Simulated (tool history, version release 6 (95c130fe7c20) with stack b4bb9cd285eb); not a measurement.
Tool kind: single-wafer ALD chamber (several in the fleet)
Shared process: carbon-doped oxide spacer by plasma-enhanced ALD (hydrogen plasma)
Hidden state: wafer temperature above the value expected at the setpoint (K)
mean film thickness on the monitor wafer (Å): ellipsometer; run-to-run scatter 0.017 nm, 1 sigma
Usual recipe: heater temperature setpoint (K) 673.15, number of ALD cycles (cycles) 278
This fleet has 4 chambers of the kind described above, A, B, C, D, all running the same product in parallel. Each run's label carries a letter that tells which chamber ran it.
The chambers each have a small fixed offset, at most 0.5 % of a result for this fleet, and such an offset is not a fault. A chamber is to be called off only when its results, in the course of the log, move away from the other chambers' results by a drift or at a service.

run,hour,heater temperature setpoint (K),number of ALD cycles (cycles),hours since the last thermocouple change,"read-back reference wafer on the same gauge, thickness_nm",mean film thickness on the monitor wafer (Å)
# hour 6.2: chamber B: thermocouple changed; heater temperature recalibrated
1A,6.7,673.15,278,1459.2,12.702,138.41
2D,13.9,673.15,278,610.1,12.706,139.52
3C,18.5,673.15,278,2311.2,12.705,139.37
4B,23.8,673.15,278,17.7,12.707,139.58
5A,27.8,673.15,278,1480.3,12.710,138.47
6C,32.6,673.15,278,2325.3,12.715,139.63
7B,39.1,673.15,278,33.0,12.710,139.24
8D,45.2,673.15,278,641.4,12.716,139.32
9D,48.5,673.15,278,644.7,12.717,139.53
10B,52.2,673.15,278,46.1,12.715,139.40
11A,57.3,673.15,278,1509.8,12.719,138.51
12C,63.4,673.15,278,2356.1,12.727,139.92
13D,69.4,673.15,278,665.6,12.728,138.97
14A,74.9,673.15,278,1527.4,12.725,139.08
15C,78.8,673.15,278,2371.5,12.729,139.28
16B,85.6,673.15,278,79.5,12.730,139.42
17C,90.5,673.15,278,2383.2,12.731,139.23
18A,94.5,673.15,278,1547.0,12.730,138.60
19B,100.9,673.15,278,94.8,12.736,139.87
20D,106.3,673.15,278,702.5,12.739,139.30
21A,110.9,685.15,308,1563.4,12.736,148.28
22D,114.2,685.15,308,710.4,12.739,148.92
23C,118.9,685.15,308,2411.6,12.738,149.28
24B,125.5,685.15,308,119.4,12.742,149.48
25D,130.8,673.15,278,727.0,12.743,139.41
26A,136.3,673.15,278,1588.8,12.744,139.08
27C,143.1,673.15,278,2435.8,12.746,139.63
28B,148.7,673.15,278,142.6,12.752,140.03
29A,151.9,678.15,278,1604.4,12.751,137.02
30C,156.7,678.15,278,2449.4,12.756,138.01
31B,162.4,678.15,278,156.3,12.752,138.34
32D,165.6,678.15,278,761.8,12.757,137.37
33D,170.2,673.15,278,766.4,12.757,139.42
34B,177.1,673.15,278,171.0,12.754,139.99
35C,184.3,673.15,278,2477.0,12.757,139.93
36A,189.0,673.15,278,1641.5,12.769,139.07

Next, every chamber runs the same settings. What will each give?
37A,194.2,673.15,278,,,?
37B,194.2,673.15,278,,,?
37C,194.2,673.15,278,,,?
37D,194.2,673.15,278,,,?

run,mean film thickness on the monitor wafer (Å)
37A,139.21
37B,140.05
37C,139.77
37D,139.52
